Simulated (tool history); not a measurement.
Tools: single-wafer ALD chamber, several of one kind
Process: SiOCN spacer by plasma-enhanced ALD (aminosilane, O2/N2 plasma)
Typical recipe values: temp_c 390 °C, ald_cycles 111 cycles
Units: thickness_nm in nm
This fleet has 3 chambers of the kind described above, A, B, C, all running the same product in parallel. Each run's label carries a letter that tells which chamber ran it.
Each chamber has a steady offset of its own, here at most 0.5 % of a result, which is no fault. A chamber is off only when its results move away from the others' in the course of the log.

run   hour  temp_c  ald_cycles  hours since the last thermocouple change  read-back reference wafer on the same gauge, thickness_nm  thickness_nm
 1A    5.0     390         111                                      90.7                                                     6.7943        6.6753
 2B   11.4     390         111                                    1196.8                                                     6.7881        6.7028
 3C   19.4     390         111                                    1428.0                                                     6.7895        6.6952
 4C   28.8     390         111                                    1437.4                                                     6.7861        6.6345
 5B   38.4     390         111                                    1223.8                                                     6.7909        6.7137
 6A   45.8     390         111                                     131.5                                                     6.7798        6.6627
 7C   55.0     401         102                                    1463.6                                                     6.7871        6.0964
 8B   64.5     401         102                                    1249.9                                                     6.7805        6.1376
 9A   69.8     401         102                                     155.5                                                     6.7870        6.1331
10A   79.1     390          90                                     164.8                                                     6.7908        5.4075
11B   84.6     390          90                                    1270.0                                                     6.7887        5.3983
12C   92.8     390          90                                    1501.4                                                     6.7854        5.4665
13C  100.0     376          98                                    1508.6                                                     6.7899        5.9265
14B  106.8     376          98                                    1292.2                                                     6.8021        5.8826
15A  115.2     376          98                                     200.9                                                     6.7889        5.8400
16C  124.1     390         111                                    1532.7                                                     6.7919        6.6816
17A  130.6     390         111                                     216.3                                                     6.7956        6.6462
18B  138.7     390         111                                    1324.1                                                     6.7841        6.6816
19C  145.7     390         111                                    1554.3                                                     6.7877        6.6870
20A  154.2     402          99                                     239.9                                                     6.7856        5.8745
21B  160.8     402          99                                    1346.2                                                     6.7875        5.9345
22A  169.1     402          99                                     254.8                                                     6.7950        5.9252
23C  178.3     390         111                                    1586.9                                                     6.7854        6.6585
24B  183.5     390         111                                    1368.9                                                     6.7956        6.6994
25B  190.5     401         111                                    1375.9                                                     6.7824        6.6541
26C  197.8     401         111                                    1606.4                                                     6.7943        6.7011
27A  203.5     401         111                                     289.2                                                     6.7904        6.6407
28B  208.4     390         111                                    1393.8                                                     6.7857        6.6834
29A  213.8     401         132                                     299.5                                                     6.7868        7.9330
30C  221.3     401         132                                    1629.9                                                     6.7879        8.0118
     226.5  -- chamber C: thermocouple changed; heater temperature recalibrated
31C  230.9     401         132                                       4.5                                                     6.7903        7.9413
32A  237.0     390         111                                     322.7                                                     6.8011        6.7215
33B  246.9     390         111                                    1432.3                                                     6.7815        6.6662
34B  257.2     390         111                                    1442.6                                                     6.7910        6.6841
35C  264.8     384         128                                      38.4                                                     6.7927        7.7391
36A  275.0     384         128                                     360.7                                                     6.7966        7.7084
37C  283.6     384         128                                      57.2                                                     6.7965        7.7907
38A  289.0     390         111                                     374.7                                                     6.7890        6.6800

What goes on in this fleet: one chamber off, a drifting gauge, or nothing beyond the chambers' own small offsets? Name the chamber and the cause, if any.

Beyond each chamber's small constant offset nothing stands out, and the gauge stays steady.

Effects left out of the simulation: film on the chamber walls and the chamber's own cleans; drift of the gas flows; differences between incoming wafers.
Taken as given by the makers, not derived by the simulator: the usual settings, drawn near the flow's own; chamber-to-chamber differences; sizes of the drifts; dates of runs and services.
